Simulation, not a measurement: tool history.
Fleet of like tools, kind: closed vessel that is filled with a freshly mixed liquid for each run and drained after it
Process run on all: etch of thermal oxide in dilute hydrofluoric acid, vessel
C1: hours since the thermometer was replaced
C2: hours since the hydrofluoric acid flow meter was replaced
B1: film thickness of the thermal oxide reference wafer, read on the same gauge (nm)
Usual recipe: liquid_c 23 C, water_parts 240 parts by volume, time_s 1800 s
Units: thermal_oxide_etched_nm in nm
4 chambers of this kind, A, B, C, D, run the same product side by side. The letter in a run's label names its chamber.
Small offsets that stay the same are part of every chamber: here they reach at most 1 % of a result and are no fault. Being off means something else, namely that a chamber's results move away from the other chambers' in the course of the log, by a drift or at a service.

{"run": "1A", "hour": 10.2, "liquid_c": 23, "water_parts": 240, "time_s": 1800, "C1": 184.2, "C2": 789.6, "B1": 129.99, "thermal_oxide_etched_nm": 28.29}
{"run": "2D", "hour": 17.1, "liquid_c": 23, "water_parts": 240, "time_s": 1800, "C1": 449.6, "C2": 572.6, "B1": 129.97, "thermal_oxide_etched_nm": 28.959}
{"run": "3B", "hour": 24.7, "liquid_c": 23, "water_parts": 240, "time_s": 1800, "C1": 739.6, "C2": 2050.1, "B1": 130.01, "thermal_oxide_etched_nm": 28.472}
{"run": "4C", "hour": 39.1, "liquid_c": 23, "water_parts": 240, "time_s": 1800, "C1": 1774.7, "C2": 212.2, "B1": 130.02, "thermal_oxide_etched_nm": 28.615}
{"run": "5D", "hour": 51.2, "liquid_c": 23, "water_parts": 240, "time_s": 1800, "C1": 483.7, "C2": 606.7, "B1": 129.99, "thermal_oxide_etched_nm": 28.627}
{"run": "6B", "hour": 65.0, "liquid_c": 23, "water_parts": 240, "time_s": 1800, "C1": 779.9, "C2": 2090.4, "B1": 130, "thermal_oxide_etched_nm": 28.296}
{"run": "7C", "hour": 73.6, "liquid_c": 23, "water_parts": 240, "time_s": 1800, "C1": 1809.2, "C2": 246.7, "B1": 130.05, "thermal_oxide_etched_nm": 28.244}
{"run": "8A", "hour": 81.6, "liquid_c": 23, "water_parts": 240, "time_s": 1800, "C1": 255.6, "C2": 861, "B1": 129.99, "thermal_oxide_etched_nm": 28.623}
{"run": "9B", "hour": 92.4, "liquid_c": 23, "water_parts": 240, "time_s": 1800, "C1": 807.3, "C2": 2117.8, "B1": 130.02, "thermal_oxide_etched_nm": 28.27}
{"run": "10A", "hour": 101.2, "liquid_c": 23, "water_parts": 240, "time_s": 1800, "C1": 275.2, "C2": 880.6, "B1": 130.01, "thermal_oxide_etched_nm": 28.471}
{"run": "11C", "hour": 112.7, "liquid_c": 23, "water_parts": 240, "time_s": 1800, "C1": 1848.3, "C2": 285.8, "B1": 130.03, "thermal_oxide_etched_nm": 28.319}
{"run": "12D", "hour": 122.6, "liquid_c": 23, "water_parts": 240, "time_s": 1800, "C1": 555.1, "C2": 678.1, "B1": 130.02, "thermal_oxide_etched_nm": 28.919}
{"run": "13A", "hour": 130.5, "liquid_c": 23, "water_parts": 240, "time_s": 1800, "C1": 304.5, "C2": 909.9, "B1": 129.98, "thermal_oxide_etched_nm": 28.788}
{"run": "14D", "hour": 143.6, "liquid_c": 23, "water_parts": 240, "time_s": 1800, "C1": 576.1, "C2": 699.1, "B1": 129.97, "thermal_oxide_etched_nm": 28.591}
{"run": "15B", "hour": 157.5, "liquid_c": 23, "water_parts": 240, "time_s": 1800, "C1": 872.4, "C2": 2182.9, "B1": 129.99, "thermal_oxide_etched_nm": 28.12}
{"run": "16C", "hour": 171.8, "liquid_c": 23, "water_parts": 240, "time_s": 1800, "C1": 1907.4, "C2": 344.9, "B1": 130, "thermal_oxide_etched_nm": 27.676}
{"run": "17B", "hour": 178.3, "liquid_c": 23, "water_parts": 240, "time_s": 1800, "C1": 893.2, "C2": 2203.7, "B1": 129.98, "thermal_oxide_etched_nm": 28.154}
{"run": "18C", "hour": 185.9, "liquid_c": 23, "water_parts": 285, "time_s": 1800, "C1": 1921.5, "C2": 359, "B1": 129.99, "thermal_oxide_etched_nm": 22.031}
{"run": "19D", "hour": 200.1, "liquid_c": 23, "water_parts": 285, "time_s": 1800, "C1": 632.6, "C2": 755.6, "B1": 129.98, "thermal_oxide_etched_nm": 23.085}
{"run": "20A", "hour": 213.7, "liquid_c": 23, "water_parts": 285, "time_s": 1800, "C1": 387.7, "C2": 993.1, "B1": 130.02, "thermal_oxide_etched_nm": 22.379}
{"run": "21A", "hour": 221.2, "liquid_c": 23, "water_parts": 285, "time_s": 1800, "C1": 395.2, "C2": 1000.6, "B1": 130.02, "thermal_oxide_etched_nm": 22.737}
{"run": "22B", "hour": 235.8, "liquid_c": 23, "water_parts": 240, "time_s": 1800, "C1": 950.7, "C2": 2261.2, "B1": 130.02, "thermal_oxide_etched_nm": 28.508}
{"run": "23D", "hour": 243.0, "liquid_c": 23, "water_parts": 240, "time_s": 1800, "C1": 675.5, "C2": 798.5, "B1": 130.02, "thermal_oxide_etched_nm": 28.721}
{"hour": 246.3, "done": "chamber B: hydrofluoric acid flow meter replaced"}
{"run": "24C", "hour": 253.1, "liquid_c": 23, "water_parts": 240, "time_s": 1800, "C1": 1988.7, "C2": 426.2, "B1": 130.03, "thermal_oxide_etched_nm": 26.904}
{"run": "25A", "hour": 267.2, "liquid_c": 23, "water_parts": 240, "time_s": 1800, "C1": 441.2, "C2": 1046.6, "B1": 130.02, "thermal_oxide_etched_nm": 28.096}
{"run": "26D", "hour": 279.8, "liquid_c": 23, "water_parts": 240, "time_s": 1800, "C1": 712.3, "C2": 835.3, "B1": 130.02, "thermal_oxide_etched_nm": 28.664}
{"run": "27C", "hour": 286.7, "liquid_c": 19.5, "water_parts": 185, "time_s": 1800, "C1": 2022.3, "C2": 459.8, "B1": 130, "thermal_oxide_etched_nm": 31.407}
{"run": "28B", "hour": 296.3, "liquid_c": 19.5, "water_parts": 185, "time_s": 1800, "C1": 1011.2, "C2": 50, "B1": 129.96, "thermal_oxide_etched_nm": 33.775}
{"run": "29B", "hour": 310.0, "liquid_c": 19.5, "water_parts": 185, "time_s": 1800, "C1": 1024.9, "C2": 63.7, "B1": 129.99, "thermal_oxide_etched_nm": 34.161}
{"run": "30C", "hour": 316.8, "liquid_c": 19.5, "water_parts": 185, "time_s": 1800, "C1": 2052.4, "C2": 489.9, "B1": 129.97, "thermal_oxide_etched_nm": 31.483}
{"run": "31A", "hour": 324.0, "liquid_c": 23, "water_parts": 240, "time_s": 1800, "C1": 498, "C2": 1103.4, "B1": 129.97, "thermal_oxide_etched_nm": 28.637}
{"run": "32D", "hour": 338.0, "liquid_c": 23, "water_parts": 240, "time_s": 1800, "C1": 770.5, "C2": 893.5, "B1": 130.05, "thermal_oxide_etched_nm": 28.617}

All chambers now run identical settings, listed one chamber a line with results as question marks. What results will each chamber show?
{"run": "33A", "hour": 348.6, "liquid_c": 23, "water_parts": 240, "time_s": 915, "thermal_oxide_etched_nm": "?"}
{"run": "33B", "hour": 348.6, "liquid_c": 23, "water_parts": 240, "time_s": 915, "thermal_oxide_etched_nm": "?"}
{"run": "33C", "hour": 348.6, "liquid_c": 23, "water_parts": 240, "time_s": 915, "thermal_oxide_etched_nm": "?"}
{"run": "33D", "hour": 348.6, "liquid_c": 23, "water_parts": 240, "time_s": 915, "thermal_oxide_etched_nm": "?"}

run=33A thermal_oxide_etched_nm=14.508
run=33B thermal_oxide_etched_nm=14.228
run=33C thermal_oxide_etched_nm=13.213
run=33D thermal_oxide_etched_nm=14.788
